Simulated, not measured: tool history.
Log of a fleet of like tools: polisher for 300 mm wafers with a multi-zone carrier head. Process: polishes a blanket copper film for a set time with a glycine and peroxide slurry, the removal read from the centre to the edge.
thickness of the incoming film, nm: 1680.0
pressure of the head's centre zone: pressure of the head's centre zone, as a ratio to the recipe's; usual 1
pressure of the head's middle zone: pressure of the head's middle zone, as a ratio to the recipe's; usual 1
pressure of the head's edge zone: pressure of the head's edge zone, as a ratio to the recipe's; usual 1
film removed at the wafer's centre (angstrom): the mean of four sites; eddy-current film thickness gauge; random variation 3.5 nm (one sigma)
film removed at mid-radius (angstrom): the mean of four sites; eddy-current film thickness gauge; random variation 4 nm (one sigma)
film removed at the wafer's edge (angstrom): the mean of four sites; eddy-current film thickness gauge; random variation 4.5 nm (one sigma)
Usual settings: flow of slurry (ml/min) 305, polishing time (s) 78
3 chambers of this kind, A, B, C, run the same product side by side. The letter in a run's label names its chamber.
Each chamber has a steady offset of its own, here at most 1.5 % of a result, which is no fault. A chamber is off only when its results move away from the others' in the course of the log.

run   hour  flow of slurry (ml/min)  pressure of the head's centre zone  pressure of the head's middle zone  pressure of the head's edge zone  polishing time (s)  film removed at the wafer's centre (angstrom)  film removed at mid-radius (angstrom)  film removed at the wafer's edge (angstrom)
 1C      7                      305                                   1                                   1                                 1                  78                                         3040.7                                 2987.4                                       3022.3
 2A   13.1                      305                                   1                                   1                                 1                  78                                         3062.8                                 3064.9                                       3083.2
 3B   21.4                      305                                   1                                   1                                 1                  78                                         2942.2                                   3040                                       3013.6
      27.7  -- chamber A: slurry nozzle cleaned
 4C   28.8                      305                                   1                                   1                                 1                  78                                         3074.5                                 3010.2                                       3095.6
        34  -- chamber A: worn pad replaced by a new one
 5B     34                      305                                   1                                   1                                 1                  78                                         2998.9                                   3081                                       3037.9
      37.3  -- chamber C: slurry nozzle cleaned
 6A   41.9                      305                                   1                                   1                                 1                  78                                         3030.1                                 3004.7                                       3063.9
 7C   50.3                      305                                   1                                   1                                 1                  78                                         3017.8                                 3040.3                                       3052.1
 8B   54.6                      305                                   1                                   1                                 1                  78                                         3005.5                                   3049                                       2994.9
 9A   61.7                      305                                   1                                   1                                 1                  78                                         3059.7                                   2987                                       3059.3
      63.5  -- chamber C: worn pad replaced by a new one
      67.1  -- chamber B: slurry nozzle cleaned
10B   70.6                      305                                   1                                   1                                 1                  78                                         3059.2                                 3069.9                                       3000.4
11A   77.6                      305                                   1                                   1                                 1                  78                                         3042.4                                   2996                                         2989
12C   83.2                      305                                   1                                   1                                 1                  78                                         3090.9                                 2999.1                                       3079.6
13A   87.4                      305                                   1                                   1                                 1                  78                                         3017.8                                   3012                                       3065.7
14C   95.4                      305                                 1.1                                   1                                 1                  78                                         3363.3                                 3125.9                                       3046.4
15B  101.6                      305                                 1.1                                   1                                 1                  78                                           3341                                 3036.9                                       3066.4
16C  105.9                      305                                 1.1                                   1                                 1                  78                                         3406.7                                 3062.1                                         3027
17B  111.5                      305                                   1                                   1                                 1                  78                                         2968.5                                 3021.9                                       2998.8
18A  120.7                      305                                0.95                                0.91                                 1                  78                                         2842.5                                 2729.8                                       3128.2
19B  128.6                      305                                0.95                                0.91                                 1                  78                                         2763.4                                 2700.9                                       3014.8
20C  134.2                      305                                0.95                                0.91                                 1                  78                                         2865.1                                 2829.1                                       3148.6
21A  140.5                      305                                   1                                   1                                 1                  78                                         3074.7                                 2996.9                                       3090.5
     142.7  -- chamber A: worn pad replaced by a new one
     146.1  -- chamber C: edge zone pressure recalibrated
22A  148.8                      305                                   1                                   1                                 1                  78                                         3003.7                                 3001.3                                       3076.1
23B  157.4                      305                                   1                                   1                                 1                  78                                         2918.8                                   2929                                       2962.3
24C  165.8                      305                                   1                                   1                                 1                  78                                         3056.5                                 3106.9                                       3081.4
25B  173.5                      305                                   1                                   1                                 1                  78                                         2918.8                                 2921.4                                         2796
26C  179.1                      305                                0.91                                   1                                 1                  68                                         2435.3                                 2759.3                                       2641.1
     182.6  -- chamber C: worn pad replaced by a new one
27A  185.6                      305                                0.91                                   1                                 1                  68                                         2379.7                                 2630.6                                       2731.5
28A  194.2                      305                                0.91                                   1                                 1                  68                                         2425.2                                 2655.6                                       2666.9
29B    201                      305                                   1                                0.92                                 1                  78                                         2826.3                                   2691                                       2880.3
30C  206.4                      305                                   1                                0.92                                 1                  78                                         3079.9                                 2839.3                                       2981.6
31A  211.3                      305                                   1                                0.92                                 1                  78                                         3043.7                                 2842.2                                         3013
32B    216                      305                                   1                                   1                                 1                  78                                         2845.7                                   2855                                       2800.9
33C  220.7                      305                                   1                                   1                                 1                  78                                         3075.3                                 3021.1                                       2932.3
34A  229.2                      305                                   1                                   1                                 1                  78                                         3056.2                                 2987.9                                       3079.4
35C  234.8                      305                                   1                                   1                                 1                  78                                         3027.6                                 3056.7                                       3158.4
36B  243.4                      305                                   1                                   1                                 1                  78                                           2796                                 2873.1                                       2851.6
     246.9  -- chamber A: worn pad replaced by a new one
37A    251                      305                                   1                                   1                                 1                  78                                         3073.8                                 2981.5                                       3058.6
38B  255.8                      305                                   1                                   1                                 1                  78                                         2732.1                                 2841.8                                       2829.5
39C  260.9                      305                                   1                                   1                                 1                  78                                         3105.3                                 3069.6                                       3092.9
40C  265.5                      345                                0.89                                   1                                 1                  78                                           2705                                 3114.7                                       3137.3

What goes on in this fleet: one chamber off, a drifting gauge, or nothing beyond the chambers' own small offsets? Name the chamber and the cause, if any.

Chamber B drifts away from the others.
Cause: removal rate lost through wear of the pad, % = 8.05.

Here are 4 candidates for chamber B's next run, each the usual settings with a change, their results left as question marks. Which one brings its results back in line with what the others give on the usual settings?
In line means no further than this from the other chambers' mean on the usual settings: film removed at the wafer's centre (angstrom) 120; film removed at mid-radius (angstrom) 140; film removed at the wafer's edge (angstrom) 160
41B-1  272.1                      305                                0.99                                1.01                              0.99                  71                                              ?                                      ?                                            ?
41B-2  272.1                      310                                1.02                                0.98                              1.01                  93                                              ?                                      ?                                            ?
41B-3  272.1                      305                                1.01                                0.99                              1.01                  85                                              ?                                      ?                                            ?
41B-4  272.1                      300                                0.99                                1.02                              0.98                  64                                              ?                                      ?                                            ?

The other chambers' mean on the usual settings: film removed at the wafer's centre (angstrom) 3062.2; film removed at mid-radius (angstrom) 3041.3; film removed at the wafer's edge (angstrom) 3061.5
  run  film removed at the wafer's centre (angstrom)  film removed at mid-radius (angstrom)  film removed at the wafer's edge (angstrom)
41B-1                                         2494.9                                 2565.5                                       2508.2
41B-2                                         3380.6                                 3274.4                                       3325.4
41B-3                                         3051.6                                 3015.5                                       3034.9
41B-4                                         2244.7                                 2329.4                                       2245.8
41B-3 brings the chamber back in line.

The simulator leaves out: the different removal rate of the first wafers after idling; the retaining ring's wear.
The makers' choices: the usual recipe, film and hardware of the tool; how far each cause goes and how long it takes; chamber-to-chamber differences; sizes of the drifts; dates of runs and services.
